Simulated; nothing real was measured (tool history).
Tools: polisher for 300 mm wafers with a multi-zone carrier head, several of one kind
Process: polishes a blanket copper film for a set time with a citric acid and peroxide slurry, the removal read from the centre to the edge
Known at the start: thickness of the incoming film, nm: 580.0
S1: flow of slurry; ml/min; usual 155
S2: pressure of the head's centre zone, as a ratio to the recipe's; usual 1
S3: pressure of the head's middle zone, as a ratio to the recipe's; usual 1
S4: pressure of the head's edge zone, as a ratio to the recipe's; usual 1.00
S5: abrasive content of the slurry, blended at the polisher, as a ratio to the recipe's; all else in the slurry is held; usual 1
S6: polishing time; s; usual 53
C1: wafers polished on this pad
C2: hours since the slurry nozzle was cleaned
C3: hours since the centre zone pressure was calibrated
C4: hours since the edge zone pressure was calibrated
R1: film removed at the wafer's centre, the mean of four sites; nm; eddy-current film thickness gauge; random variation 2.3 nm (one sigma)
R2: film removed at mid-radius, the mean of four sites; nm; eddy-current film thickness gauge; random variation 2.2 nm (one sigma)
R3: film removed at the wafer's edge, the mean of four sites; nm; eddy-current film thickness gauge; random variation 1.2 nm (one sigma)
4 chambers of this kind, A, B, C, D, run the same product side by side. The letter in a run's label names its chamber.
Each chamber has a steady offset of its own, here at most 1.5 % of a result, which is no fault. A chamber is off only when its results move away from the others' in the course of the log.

-- day=0.225 chamber C: worn pad replaced by a new one
-- day=0.358 chamber A: worn pad replaced by a new one
run 1A day=0.450 | S1=155 S2=1 S3=1 S4=1.00 S5=1 S6=53 | C1=14 C2=209.1 C3=246.8 C4=154.9 | R1=174.83 R2=172.28 R3=168.37
run 2B day=0.804 | S1=155 S2=1 S3=1 S4=1.00 S5=1 S6=53 | C1=683 C2=323.5 C3=194.3 C4=298.0 | R1=172.19 R2=171.25 R3=169.07
run 3D day=1.138 | S1=155 S2=1 S3=1 S4=1.00 S5=1 S6=53 | C1=406 C2=268.0 C3=273.1 C4=739.2 | R1=172.78 R2=173.08 R3=171.97
-- day=1.617 chamber B: slurry nozzle cleaned
run 4C day=1.783 | S1=155 S2=1 S3=1 S4=1.00 S5=1 S6=53 | C1=235 C2=117.8 C3=100.2 C4=126.3 | R1=171.43 R2=170.03 R3=175.63
run 5B day=2.321 | S1=155 S2=1 S3=1 S4=1.00 S5=1 S6=53 | C1=912 C2=16.9 C3=230.7 C4=334.4 | R1=173.61 R2=172.97 R3=170.84
run 6C day=2.662 | S1=155 S2=1 S3=1 S4=1.00 S5=1 S6=53 | C1=367 C2=138.9 C3=121.3 C4=147.4 | R1=172.65 R2=164.84 R3=176.25
run 7D day=3.083 | S1=115 S2=1 S3=1 S4=1.00 S5=1 S6=53 | C1=699 C2=314.7 C3=319.8 C4=785.9 | R1=159.09 R2=163.70 R3=166.41
run 8A day=3.658 | S1=115 S2=1 S3=1 S4=1.00 S5=1 S6=53 | C1=498 C2=286.1 C3=323.8 C4=231.9 | R1=165.93 R2=161.22 R3=163.98
run 9C day=4.046 | S1=115 S2=1 S3=1 S4=1.00 S5=1 S6=53 | C1=576 C2=172.1 C3=154.5 C4=180.6 | R1=155.57 R2=158.32 R3=166.73
-- day=4.300 chamber B: edge zone pressure recalibrated
run 10B day=4.625 | S1=115 S2=1 S3=1 S4=1.00 S5=1 S6=53 | C1=1259 C2=72.2 C3=286.0 C4=7.8 | R1=162.81 R2=159.56 R3=163.11
-- day=4.879 chamber C: worn pad replaced by a new one
run 11A day=5.142 | S1=155 S2=1 S3=1 S4=1.00 S5=1 S6=53 | C1=722 C2=321.7 C3=359.4 C4=267.5 | R1=174.81 R2=171.90 R3=171.03
-- day=5.242 chamber A: centre zone pressure recalibrated
-- day=5.250 chamber D: centre zone pressure recalibrated
-- day=5.296 chamber A: worn pad replaced by a new one
run 12D day=5.567 | S1=155 S2=1 S3=1 S4=1.00 S5=1 S6=53 | C1=1074 C2=374.3 C3=7.7 C4=845.5 | R1=175.29 R2=175.18 R3=175.66
run 13C day=5.942 | S1=155 S2=1 S3=1 S4=1.00 S5=1 S6=53 | C1=160 C2=217.6 C3=200.0 C4=226.1 | R1=166.51 R2=167.12 R3=173.09
run 14B day=6.308 | S1=155 S2=1 S3=1 S4=1.00 S5=1 S6=53 | C1=1513 C2=112.6 C3=326.4 C4=48.2 | R1=175.49 R2=172.41 R3=170.25
run 15D day=6.750 | S1=155 S2=1 S3=1 S4=1.00 S5=1 S6=53 | C1=1252 C2=402.7 C3=36.1 C4=873.9 | R1=171.10 R2=170.72 R3=172.82
-- day=6.825 chamber B: worn pad replaced by a new one
run 16A day=7.312 | S1=155 S2=1 S3=1 S4=1.00 S5=1 S6=53 | C1=304 C2=373.8 C3=49.7 C4=319.6 | R1=175.50 R2=170.60 R3=172.02
run 17B day=7.967 | S1=155 S2=1 S3=1 S4=1.00 S5=1 S6=53 | C1=172 C2=152.4 C3=366.2 C4=88.0 | R1=174.04 R2=171.47 R3=169.55
-- day=8.200 chamber D: slurry nozzle cleaned
run 18D day=8.454 | S1=155 S2=1 S3=1 S4=1.00 S5=1 S6=53 | C1=1510 C2=6.1 C3=77.0 C4=914.8 | R1=170.13 R2=174.39 R3=171.09
run 19A day=9.000 | S1=155 S2=1 S3=1 S4=1.00 S5=1 S6=53 | C1=558 C2=414.3 C3=90.2 C4=360.1 | R1=173.84 R2=175.95 R3=171.62
-- day=9.038 chamber C: worn pad replaced by a new one
-- day=9.304 chamber A: slurry nozzle cleaned
run 20C day=9.429 | S1=155 S2=1 S3=1 S4=1.00 S5=1 S6=53 | C1=59 C2=301.3 C3=283.7 C4=309.8 | R1=175.19 R2=170.95 R3=174.96
run 21B day=9.871 | S1=155 S2=1 S3=1 S4=1.00 S5=1 S6=53 | C1=459 C2=198.1 C3=411.9 C4=133.7 | R1=178.10 R2=176.17 R3=172.25
run 22A day=10.479 | S1=155 S2=1 S3=1 S4=1.00 S5=1 S6=53 | C1=782 C2=28.3 C3=125.7 C4=395.6 | R1=174.42 R2=167.09 R3=171.66
-- day=10.679 chamber B: centre zone pressure recalibrated
run 23C day=10.908 | S1=155 S2=1 S3=1 S4=1.00 S5=1 S6=53 | C1=282 C2=336.8 C3=319.2 C4=345.3 | R1=170.50 R2=171.18 R3=172.85
-- day=11.217 chamber A: worn pad replaced by a new one
run 24D day=11.442 | S1=155 S2=1 S3=1 S4=1.00 S5=1 S6=53 | C1=1960 C2=77.8 C3=148.7 C4=986.5 | R1=165.08 R2=163.32 R3=167.52
-- day=11.883 chamber A: edge zone pressure recalibrated
run 25A day=11.888 | S1=155 S2=1 S3=1 S4=1.00 S5=1 S6=53 | C1=101 C2=62.1 C3=159.5 C4=0.1 | R1=173.77 R2=177.19 R3=170.29
run 26B day=12.379 | S1=155 S2=1 S3=1 S4=1.00 S5=1 S6=53 | C1=838 C2=258.3 C3=40.9 C4=193.9 | R1=172.68 R2=172.70 R3=170.90
run 27C day=12.821 | S1=155 S2=1 S3=1 S4=1.00 S5=1 S6=53 | C1=571 C2=382.7 C3=365.1 C4=391.2 | R1=168.78 R2=173.33 R3=176.70
run 28D day=13.233 | S1=155 S2=1 S3=1 S4=1.05 S5=1 S6=53 | C1=2231 C2=120.8 C3=191.7 C4=1029.5 | R1=160.36 R2=162.06 R3=168.79
-- day=13.479 chamber C: centre zone pressure recalibrated
-- day=13.508 chamber C: worn pad replaced by a new one
run 29B day=13.567 | S1=155 S2=1 S3=1 S4=1.05 S5=1 S6=53 | C1=1017 C2=286.8 C3=69.4 C4=222.4 | R1=175.91 R2=172.43 R3=176.02
run 30A day=14.138 | S1=155 S2=1 S3=1 S4=1.05 S5=1 S6=53 | C1=441 C2=116.1 C3=213.5 C4=54.1 | R1=180.11 R2=174.67 R3=174.96
run 31D day=14.679 | S1=155 S2=1 S3=1 S4=1.05 S5=1 S6=53 | C1=2449 C2=155.5 C3=226.4 C4=1064.2 | R1=160.49 R2=162.62 R3=164.32
run 32C day=15.121 | S1=155 S2=1 S3=1 S4=1.00 S5=1 S6=53 | C1=243 C2=437.9 C3=39.4 C4=446.4 | R1=167.83 R2=170.08 R3=173.50
run 33D day=15.621 | S1=155 S2=1 S3=1 S4=1.00 S5=1 S6=53 | C1=2591 C2=178.1 C3=249.0 C4=1086.8 | R1=161.78 R2=158.54 R3=159.95
run 34A day=16.054 | S1=155 S2=1 S3=1 S4=1.00 S5=1 S6=53 | C1=730 C2=162.1 C3=259.5 C4=100.1 | R1=173.92 R2=173.18 R3=170.18
-- day=16.458 chamber C: slurry nozzle cleaned
run 35B day=16.567 | S1=155 S2=1 S3=1 S4=1.00 S5=1 S6=53 | C1=1470 C2=358.8 C3=141.4 C4=294.4 | R1=170.68 R2=175.89 R3=171.45
run 36C day=16.996 | S1=155 S2=1 S3=1 S4=1.00 S5=1 S6=53 | C1=526 C2=13.0 C3=84.4 C4=491.4 | R1=170.99 R2=171.73 R3=173.97
run 37B day=17.304 | S1=155 S2=1 S3=1 S4=1.00 S5=1 S6=53 | C1=1581 C2=376.5 C3=159.1 C4=312.1 | R1=173.19 R2=175.83 R3=171.93

Is one chamber off against the others, does the gauge drift, or is nothing wrong? If a chamber is off, say which, and what the likeliest cause is.

Chamber D drifts away from the others.
Cause: removal rate lost through wear of the pad, % = 10.9.

Here are 4 candidates for chamber D's next run, each the usual settings with a change, their results left as question marks. Which one brings its results back in line with what the others give on the usual settings?
In line means no further than this from the other chambers' mean on the usual settings: R1 8.10 nm; R2 7.60 nm; R3 4.20 nm
run 38D-1 day=17.783 | S1=150 S2=0.98 S3=0.99 S4=1.01 S5=1 S6=45 | R1=? R2=? R3=?
run 38D-2 day=17.783 | S1=150 S2=0.99 S3=1.00 S4=1.00 S5=1 S6=48 | R1=? R2=? R3=?
run 38D-3 day=17.783 | S1=160 S2=1.01 S3=1.00 S4=1.00 S5=1 S6=58 | R1=? R2=? R3=?
run 38D-4 day=17.783 | S1=160 S2=1.02 S3=1.00 S4=1.00 S5=1 S6=62 | R1=? R2=? R3=?

The other chambers' mean on the usual settings: R1 173.71 nm; R2 171.82 nm; R3 171.66 nm
run=38D-1 R1=127.02 R2=129.58 R3=131.71
run=38D-2 R1=137.00 R2=139.48 R3=139.73
run=38D-3 R1=171.48 R2=170.57 R3=170.31
run=38D-4 R1=185.27 R2=182.32 R3=182.06
38D-3 brings the chamber back in line.
